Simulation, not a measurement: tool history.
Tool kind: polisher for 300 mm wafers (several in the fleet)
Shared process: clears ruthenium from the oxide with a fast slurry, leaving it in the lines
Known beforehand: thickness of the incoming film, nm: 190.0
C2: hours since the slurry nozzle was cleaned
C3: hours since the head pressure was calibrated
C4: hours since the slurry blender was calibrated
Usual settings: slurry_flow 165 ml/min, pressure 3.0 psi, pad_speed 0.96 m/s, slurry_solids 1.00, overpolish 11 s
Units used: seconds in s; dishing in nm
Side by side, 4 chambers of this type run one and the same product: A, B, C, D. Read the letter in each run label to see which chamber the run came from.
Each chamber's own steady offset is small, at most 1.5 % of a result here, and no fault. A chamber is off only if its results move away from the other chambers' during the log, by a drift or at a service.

{"run": "1A", "hour": 6.4, "slurry_flow": 165, "pressure": 3.0, "pad_speed": 0.96, "slurry_solids": 1.0, "overpolish": 11, "wafers polished on this pad": 388, "C2": 37.5, "C3": 544.8, "C4": 85.0, "seconds": 47.212, "dishing": 36.92}
{"run": "2C", "hour": 17.9, "slurry_flow": 165, "pressure": 3.0, "pad_speed": 0.96, "slurry_solids": 1.0, "overpolish": 11, "wafers polished on this pad": 1023, "C2": 108.7, "C3": 871.1, "C4": 66.8, "seconds": 46.343, "dishing": 37.515}
{"hour": 22.6, "done": "chamber D: worn pad replaced by a new one"}
{"hour": 24.2, "done": "chamber C: worn pad replaced by a new one"}
{"run": "3B", "hour": 29.5, "slurry_flow": 165, "pressure": 3.0, "pad_speed": 0.96, "slurry_solids": 1.0, "overpolish": 11, "wafers polished on this pad": 530, "C2": 158.0, "C3": 1424.2, "C4": 341.4, "seconds": 45.594, "dishing": 37.178}
{"run": "4D", "hour": 37.2, "slurry_flow": 165, "pressure": 3.0, "pad_speed": 0.96, "slurry_solids": 1.0, "overpolish": 11, "wafers polished on this pad": 171, "C2": 260.4, "C3": 48.9, "C4": 121.5, "seconds": 46.431, "dishing": 37.25}
{"run": "5D", "hour": 45.8, "slurry_flow": 165, "pressure": 3.0, "pad_speed": 0.96, "slurry_solids": 1.0, "overpolish": 16, "wafers polished on this pad": 272, "C2": 269.0, "C3": 57.5, "C4": 130.1, "seconds": 46.32, "dishing": 48.818}
{"run": "6C", "hour": 58.9, "slurry_flow": 165, "pressure": 3.0, "pad_speed": 0.96, "slurry_solids": 1.0, "overpolish": 16, "wafers polished on this pad": 407, "C2": 149.7, "C3": 912.1, "C4": 107.8, "seconds": 45.4, "dishing": 51.788}
{"hour": 64.3, "done": "chamber D: slurry nozzle cleaned"}
{"run": "7B", "hour": 70.1, "slurry_flow": 165, "pressure": 3.0, "pad_speed": 0.96, "slurry_solids": 1.0, "overpolish": 16, "wafers polished on this pad": 1006, "C2": 198.6, "C3": 1464.8, "C4": 382.0, "seconds": 46.729, "dishing": 53.483}
{"hour": 71.5, "done": "chamber A: worn pad replaced by a new one"}
{"run": "8A", "hour": 84.6, "slurry_flow": 165, "pressure": 3.0, "pad_speed": 0.96, "slurry_solids": 1.0, "overpolish": 16, "wafers polished on this pad": 154, "C2": 115.7, "C3": 623.0, "C4": 163.2, "seconds": 46.624, "dishing": 53.068}
{"hour": 88.3, "done": "chamber D: slurry blender recalibrated"}
{"run": "9C", "hour": 96.4, "slurry_flow": 165, "pressure": 3.0, "pad_speed": 0.96, "slurry_solids": 1.15, "overpolish": 11, "wafers polished on this pad": 847, "C2": 187.2, "C3": 949.6, "C4": 145.3, "seconds": 43.787, "dishing": 39.349}
{"hour": 103.0, "done": "chamber B: worn pad replaced by a new one"}
{"run": "10B", "hour": 105.4, "slurry_flow": 165, "pressure": 3.0, "pad_speed": 0.96, "slurry_solids": 1.15, "overpolish": 11, "wafers polished on this pad": 29, "C2": 233.9, "C3": 1500.1, "C4": 417.3, "seconds": 43.493, "dishing": 39.927}
{"hour": 113.2, "done": "chamber C: worn pad replaced by a new one"}
{"hour": 114.4, "done": "chamber B: slurry nozzle cleaned"}
{"hour": 115.0, "done": "chamber B: slurry blender recalibrated"}
{"run": "11A", "hour": 115.3, "slurry_flow": 165, "pressure": 3.0, "pad_speed": 0.96, "slurry_solids": 1.15, "overpolish": 11, "wafers polished on this pad": 514, "C2": 146.4, "C3": 653.7, "C4": 193.9, "seconds": 44.162, "dishing": 38.983}
{"run": "12D", "hour": 124.4, "slurry_flow": 165, "pressure": 3.0, "pad_speed": 0.96, "slurry_solids": 1.15, "overpolish": 11, "wafers polished on this pad": 1194, "C2": 60.2, "C3": 136.1, "C4": 36.2, "seconds": 44.129, "dishing": 39.734}
{"hour": 129.3, "done": "chamber D: worn pad replaced by a new one"}
{"hour": 134.8, "done": "chamber B: head pressure recalibrated"}
{"run": "13A", "hour": 135.5, "slurry_flow": 165, "pressure": 3.0, "pad_speed": 0.96, "slurry_solids": 1.0, "overpolish": 11, "wafers polished on this pad": 751, "C2": 166.6, "C3": 673.9, "C4": 214.1, "seconds": 47.956, "dishing": 35.743}
{"run": "14D", "hour": 145.4, "slurry_flow": 165, "pressure": 3.0, "pad_speed": 0.96, "slurry_solids": 1.0, "overpolish": 11, "wafers polished on this pad": 189, "C2": 81.2, "C3": 157.1, "C4": 57.2, "seconds": 46.14, "dishing": 35.946}
{"run": "15B", "hour": 152.3, "slurry_flow": 165, "pressure": 3.0, "pad_speed": 0.96, "slurry_solids": 1.0, "overpolish": 11, "wafers polished on this pad": 579, "C2": 38.0, "C3": 17.5, "C4": 37.4, "seconds": 45.734, "dishing": 36.68}
{"hour": 161.6, "done": "chamber A: worn pad replaced by a new one"}
{"run": "16C", "hour": 162.3, "slurry_flow": 165, "pressure": 3.0, "pad_speed": 0.96, "slurry_solids": 1.0, "overpolish": 11, "wafers polished on this pad": 576, "C2": 253.1, "C3": 1015.5, "C4": 211.2, "seconds": 46.073, "dishing": 37.395}
{"run": "17B", "hour": 177.2, "slurry_flow": 165, "pressure": 3.0, "pad_speed": 0.96, "slurry_solids": 1.0, "overpolish": 11, "wafers polished on this pad": 871, "C2": 62.9, "C3": 42.4, "C4": 62.3, "seconds": 46.737, "dishing": 37.499}
{"hour": 187.4, "done": "chamber A: head pressure recalibrated"}
{"run": "18C", "hour": 190.5, "slurry_flow": 165, "pressure": 3.0, "pad_speed": 0.96, "slurry_solids": 1.0, "overpolish": 11, "wafers polished on this pad": 907, "C2": 281.3, "C3": 1043.7, "C4": 239.4, "seconds": 47.131, "dishing": 37.434}
{"hour": 197.0, "done": "chamber B: worn pad replaced by a new one"}
{"run": "19A", "hour": 197.9, "slurry_flow": 165, "pressure": 3.0, "pad_speed": 0.96, "slurry_solids": 1.0, "overpolish": 11, "wafers polished on this pad": 426, "C2": 229.0, "C3": 10.5, "C4": 276.5, "seconds": 47.01, "dishing": 36.333}
{"hour": 200.5, "done": "chamber C: slurry blender recalibrated"}
{"run": "20D", "hour": 212.7, "slurry_flow": 165, "pressure": 3.0, "pad_speed": 0.96, "slurry_solids": 1.0, "overpolish": 11, "wafers polished on this pad": 978, "C2": 148.5, "C3": 224.4, "C4": 124.5, "seconds": 47.572, "dishing": 36.737}
{"hour": 216.2, "done": "chamber C: worn pad replaced by a new one"}
{"run": "21C", "hour": 220.6, "slurry_flow": 165, "pressure": 3.0, "pad_speed": 0.96, "slurry_solids": 0.85, "overpolish": 5, "wafers polished on this pad": 51, "C2": 311.4, "C3": 1073.8, "C4": 20.1, "seconds": 50.063, "dishing": 16.964}
{"hour": 231.7, "done": "chamber D: worn pad replaced by a new one"}
{"run": "22A", "hour": 231.8, "slurry_flow": 165, "pressure": 3.0, "pad_speed": 0.96, "slurry_solids": 0.85, "overpolish": 5, "wafers polished on this pad": 824, "C2": 262.9, "C3": 44.4, "C4": 310.4, "seconds": 51.18, "dishing": 15.767}
{"hour": 238.9, "done": "chamber D: slurry blender recalibrated"}
{"run": "23B", "hour": 243.4, "slurry_flow": 165, "pressure": 3.0, "pad_speed": 0.96, "slurry_solids": 0.85, "overpolish": 5, "wafers polished on this pad": 544, "C2": 129.1, "C3": 108.6, "C4": 128.5, "seconds": 49.077, "dishing": 17.248}
{"run": "24D", "hour": 251.0, "slurry_flow": 165, "pressure": 3.0, "pad_speed": 0.96, "slurry_solids": 0.85, "overpolish": 5, "wafers polished on this pad": 227, "C2": 186.8, "C3": 262.7, "C4": 12.2, "seconds": 50.509, "dishing": 16.631}
{"hour": 257.0, "done": "chamber A: worn pad replaced by a new one"}
{"run": "25C", "hour": 264.9, "slurry_flow": 165, "pressure": 3.0, "pad_speed": 0.96, "slurry_solids": 1.0, "overpolish": 11, "wafers polished on this pad": 571, "C2": 355.7, "C3": 1118.1, "C4": 64.4, "seconds": 46.736, "dishing": 35.807}
{"run": "26A", "hour": 275.5, "slurry_flow": 165, "pressure": 2.5, "pad_speed": 0.96, "slurry_solids": 0.85, "overpolish": 11, "wafers polished on this pad": 217, "C2": 306.6, "C3": 88.1, "C4": 354.1, "seconds": 62.017, "dishing": 28.725}
{"run": "27B", "hour": 288.7, "slurry_flow": 165, "pressure": 2.5, "pad_speed": 0.96, "slurry_solids": 0.85, "overpolish": 11, "wafers polished on this pad": 1076, "C2": 174.4, "C3": 153.9, "C4": 173.8, "seconds": 61.028, "dishing": 29.109}
{"run": "28D", "hour": 303.6, "slurry_flow": 165, "pressure": 2.5, "pad_speed": 0.96, "slurry_solids": 0.85, "overpolish": 11, "wafers polished on this pad": 844, "C2": 239.4, "C3": 315.3, "C4": 64.8, "seconds": 61.192, "dishing": 29.536}
{"hour": 312.9, "done": "chamber B: worn pad replaced by a new one"}
{"hour": 313.5, "done": "chamber C: worn pad replaced by a new one"}
{"run": "29D", "hour": 315.9, "slurry_flow": 165, "pressure": 2.5, "pad_speed": 0.96, "slurry_solids": 0.85, "overpolish": 11, "wafers polished on this pad": 988, "C2": 251.7, "C3": 327.6, "C4": 77.1, "seconds": 59.336, "dishing": 28.087}
{"run": "30C", "hour": 325.0, "slurry_flow": 165, "pressure": 3.0, "pad_speed": 0.96, "slurry_solids": 1.0, "overpolish": 11, "wafers polished on this pad": 135, "C2": 415.8, "C3": 1178.2, "C4": 124.5, "seconds": 47.02, "dishing": 37.661}
{"run": "31A", "hour": 338.5, "slurry_flow": 165, "pressure": 3.0, "pad_speed": 0.96, "slurry_solids": 1.0, "overpolish": 11, "wafers polished on this pad": 956, "C2": 369.6, "C3": 151.1, "C4": 417.1, "seconds": 50.46, "dishing": 36.474}
{"run": "32B", "hour": 352.0, "slurry_flow": 165, "pressure": 3.0, "pad_speed": 0.96, "slurry_solids": 1.0, "overpolish": 11, "wafers polished on this pad": 459, "C2": 237.7, "C3": 217.2, "C4": 237.1, "seconds": 45.96, "dishing": 38.174}
{"hour": 355.1, "done": "chamber A: worn pad replaced by a new one"}
{"hour": 362.9, "done": "chamber B: slurry nozzle cleaned"}
{"run": "33C", "hour": 365.0, "slurry_flow": 165, "pressure": 3.0, "pad_speed": 0.96, "slurry_solids": 1.0, "overpolish": 11, "wafers polished on this pad": 605, "C2": 455.8, "C3": 1218.2, "C4": 164.5, "seconds": 47.501, "dishing": 35.709}
{"hour": 365.9, "done": "chamber D: worn pad replaced by a new one"}
{"hour": 367.3, "done": "chamber C: head pressure recalibrated"}
{"run": "34A", "hour": 375.2, "slurry_flow": 165, "pressure": 3.0, "pad_speed": 0.96, "slurry_solids": 1.0, "overpolish": 11, "wafers polished on this pad": 235, "C2": 406.3, "C3": 187.8, "C4": 453.8, "seconds": 49.877, "dishing": 36.179}
{"run": "35D", "hour": 385.7, "slurry_flow": 165, "pressure": 3.0, "pad_speed": 0.96, "slurry_solids": 1.0, "overpolish": 11, "wafers polished on this pad": 232, "C2": 321.5, "C3": 397.4, "C4": 146.9, "seconds": 46.188, "dishing": 37.356}
{"hour": 386.0, "done": "chamber D: slurry blender recalibrated"}
{"hour": 392.9, "done": "chamber D: slurry nozzle cleaned"}
{"run": "36B", "hour": 393.5, "slurry_flow": 190, "pressure": 3.8, "pad_speed": 0.96, "slurry_solids": 1.0, "overpolish": 11, "wafers polished on this pad": 945, "C2": 30.6, "C3": 258.7, "C4": 278.6, "seconds": 35.849, "dishing": 46.436}
{"hour": 398.9, "done": "chamber C: slurry nozzle cleaned"}
{"run": "37C", "hour": 405.1, "slurry_flow": 190, "pressure": 3.8, "pad_speed": 0.96, "slurry_solids": 1.0, "overpolish": 11, "wafers polished on this pad": 1075, "C2": 6.2, "C3": 37.9, "C4": 204.6, "seconds": 35.94, "dishing": 46.91}
{"hour": 410.7, "done": "chamber C: worn pad replaced by a new one"}
{"run": "38D", "hour": 414.4, "slurry_flow": 190, "pressure": 3.8, "pad_speed": 0.96, "slurry_solids": 1.0, "overpolish": 11, "wafers polished on this pad": 569, "C2": 21.6, "C3": 426.1, "C4": 28.4, "seconds": 35.871, "dishing": 46.857}
{"hour": 414.6, "done": "chamber D: head pressure recalibrated"}
{"hour": 417.5, "done": "chamber B: worn pad replaced by a new one"}
{"hour": 426.9, "done": "chamber A: slurry nozzle cleaned"}
{"run": "39B", "hour": 428.5, "slurry_flow": 190, "pressure": 3.8, "pad_speed": 0.96, "slurry_solids": 1.0, "overpolish": 11, "wafers polished on this pad": 129, "C2": 65.6, "C3": 293.7, "C4": 313.6, "seconds": 35.756, "dishing": 46.337}
{"run": "40A", "hour": 438.1, "slurry_flow": 165, "pressure": 3.0, "pad_speed": 0.96, "slurry_solids": 1.0, "overpolish": 11, "wafers polished on this pad": 973, "C2": 11.3, "C3": 250.7, "C4": 516.7, "seconds": 50.465, "dishing": 35.126}
{"run": "41B", "hour": 449.9, "slurry_flow": 165, "pressure": 3.0, "pad_speed": 0.96, "slurry_solids": 1.0, "overpolish": 11, "wafers polished on this pad": 380, "C2": 87.0, "C3": 315.1, "C4": 335.0, "seconds": 46.82, "dishing": 36.391}
{"hour": 456.5, "done": "chamber C: slurry blender recalibrated"}
{"run": "42A", "hour": 461.7, "slurry_flow": 165, "pressure": 3.0, "pad_speed": 0.96, "slurry_solids": 1.0, "overpolish": 11, "wafers polished on this pad": 1250, "C2": 34.9, "C3": 274.3, "C4": 540.3, "seconds": 51.254, "dishing": 33.399}
{"hour": 469.1, "done": "chamber D: worn pad replaced by a new one"}
{"run": "43D", "hour": 469.7, "slurry_flow": 165, "pressure": 3.0, "pad_speed": 0.96, "slurry_solids": 1.0, "overpolish": 11, "wafers polished on this pad": 7, "C2": 76.9, "C3": 55.2, "C4": 83.7, "seconds": 46.354, "dishing": 38.115}
{"run": "44C", "hour": 476.8, "slurry_flow": 165, "pressure": 2.1, "pad_speed": 1.28, "slurry_solids": 1.0, "overpolish": 11, "wafers polished on this pad": 776, "C2": 77.9, "C3": 109.6, "C4": 20.3, "seconds": 50.969, "dishing": 34.24}

Is one chamber out of step, is the gauge drifting, or do the chambers differ by no more than their own small offsets? For an off chamber, give its letter and the likeliest cause.

Chamber A drifts away from the others.
Likeliest cause: abrasive missing from the slurry, % = 18.7.

Below are 4 candidate recipes for chamber A's next run, each the usual settings with a change, their results shown as question marks. Which of them brings A's results back in line with what the other chambers give on the usual settings?
Maximum distance from the other chambers' mean on the usual settings for a result to count as in line: seconds 2.400 s; dishing 2.900 nm
{"run": "45A-1", "hour": 487.5, "slurry_flow": 160, "pressure": 2.7, "pad_speed": 0.86, "slurry_solids": 0.95, "overpolish": 11, "seconds": "?", "dishing": "?"}
{"run": "45A-2", "hour": 487.5, "slurry_flow": 170, "pressure": 3.3, "pad_speed": 1.08, "slurry_solids": 1.05, "overpolish": 11, "seconds": "?", "dishing": "?"}
{"run": "45A-3", "hour": 487.5, "slurry_flow": 165, "pressure": 3.2, "pad_speed": 1.02, "slurry_solids": 1.0, "overpolish": 11, "seconds": "?", "dishing": "?"}
{"run": "45A-4", "hour": 487.5, "slurry_flow": 165, "pressure": 2.8, "pad_speed": 0.9, "slurry_solids": 1.0, "overpolish": 11, "seconds": "?", "dishing": "?"}

The other chambers' mean on the usual settings: seconds 46.406 s; dishing 37.108 nm
run=45A-1 seconds=67.112 dishing=26.710
run=45A-2 seconds=41.185 dishing=41.700
run=45A-3 seconds=46.316 dishing=37.536
run=45A-4 seconds=59.913 dishing=29.674
The right change is 45A-3: it brings the chamber back within the allowed miss of the others.
